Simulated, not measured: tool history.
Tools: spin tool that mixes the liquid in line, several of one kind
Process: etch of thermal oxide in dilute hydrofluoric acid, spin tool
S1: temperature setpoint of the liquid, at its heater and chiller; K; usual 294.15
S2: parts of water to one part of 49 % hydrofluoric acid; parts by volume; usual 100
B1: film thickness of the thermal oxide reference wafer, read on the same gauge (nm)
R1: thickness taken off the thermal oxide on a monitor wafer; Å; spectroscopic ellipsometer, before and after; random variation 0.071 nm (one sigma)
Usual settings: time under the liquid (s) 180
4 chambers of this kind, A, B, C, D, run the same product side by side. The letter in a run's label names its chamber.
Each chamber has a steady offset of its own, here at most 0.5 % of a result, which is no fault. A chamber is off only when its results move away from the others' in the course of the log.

Run 1A, hour 11.5: usual settings; B1 79.994. Result: R1 77.788 Å.
Run 2D, hour 22.5: usual settings; B1 79.976. Result: R1 77.842 Å.
Run 3B, hour 30.3: usual settings; B1 80.004. Result: R1 77.597 Å.
Run 4C, hour 37.7: usual settings; B1 80.003. Result: R1 76.85 Å.
At hour 39.4: chamber A: hydrofluoric acid flow meter replaced.
Run 5B, hour 43.2: usual settings; B1 79.999. Result: R1 77.247 Å.
Run 6D, hour 51.5: usual settings; B1 79.992. Result: R1 77.86 Å.
Run 7A, hour 57.6: usual settings but S1 290.15 K, time under the liquid (s) 80; B1 79.998. Result: R1 29.491 Å.
Run 8C, hour 68.4: usual settings but S1 290.15 K, time under the liquid (s) 80; B1 80.013. Result: R1 29.167 Å.
Run 9B, hour 79.9: usual settings but S1 290.15 K, time under the liquid (s) 80; B1 80. Result: R1 29.211 Å.
Run 10C, hour 85.3: usual settings but S1 290.15 K, time under the liquid (s) 80; B1 80. Result: R1 29.517 Å.
Run 11A, hour 94.6: usual settings but time under the liquid (s) 235; B1 79.996. Result: R1 101.17 Å.
Run 12D, hour 103: usual settings but time under the liquid (s) 235; B1 80.002. Result: R1 101.97 Å.
Run 13C, hour 108.6: usual settings but time under the liquid (s) 235; B1 80.007. Result: R1 102.59 Å.
Run 14D, hour 114.2: usual settings but time under the liquid (s) 235; B1 80.009. Result: R1 99.247 Å.
Run 15B, hour 123.6: usual settings; B1 79.997. Result: R1 77.493 Å.
Run 16A, hour 130.1: usual settings; B1 79.977. Result: R1 76.948 Å.
Run 17B, hour 137.5: usual settings; B1 80.003. Result: R1 77.387 Å.
Run 18D, hour 145.8: usual settings; B1 79.98. Result: R1 75.877 Å.
Run 19C, hour 152.1: usual settings; B1 80.014. Result: R1 78.624 Å.
Run 20A, hour 158.6: usual settings; B1 80.007. Result: R1 78.856 Å.
Run 21D, hour 166.8: usual settings; B1 79.998. Result: R1 78.125 Å.
Run 22C, hour 177.1: usual settings; B1 79.989. Result: R1 77.734 Å.
Run 23A, hour 186.9: usual settings; B1 80. Result: R1 77.844 Å.
Run 24B, hour 197.7: usual settings; B1 80.003. Result: R1 77.703 Å.
Run 25D, hour 203.8: usual settings; B1 80.007. Result: R1 76.657 Å.
Run 26A, hour 209.7: usual settings; B1 80.013. Result: R1 76.738 Å.
Run 27C, hour 218.7: usual settings but S1 290.15 K, time under the liquid (s) 285; B1 79.979. Result: R1 106.44 Å.
Run 28B, hour 227.2: usual settings but S1 290.15 K, time under the liquid (s) 285; B1 80.003. Result: R1 104.76 Å.
At hour 228.3: chamber B: thermometer replaced.
Run 29B, hour 236.3: usual settings but S1 290.15 K, time under the liquid (s) 285; B1 80.005. Result: R1 105.29 Å.

Next, every chamber runs the same settings. What will each give?
Run 30A, hour 244.6: usual settings but time under the liquid (s) 235. Result: R1 ?.
Run 30B, hour 244.6: usual settings but time under the liquid (s) 235. Result: R1 ?.
Run 30C, hour 244.6: usual settings but time under the liquid (s) 235. Result: R1 ?.
Run 30D, hour 244.6: usual settings but time under the liquid (s) 235. Result: R1 ?.

run      R1
30A  100.07
30B  100.52
30C  100.63
30D  101.55
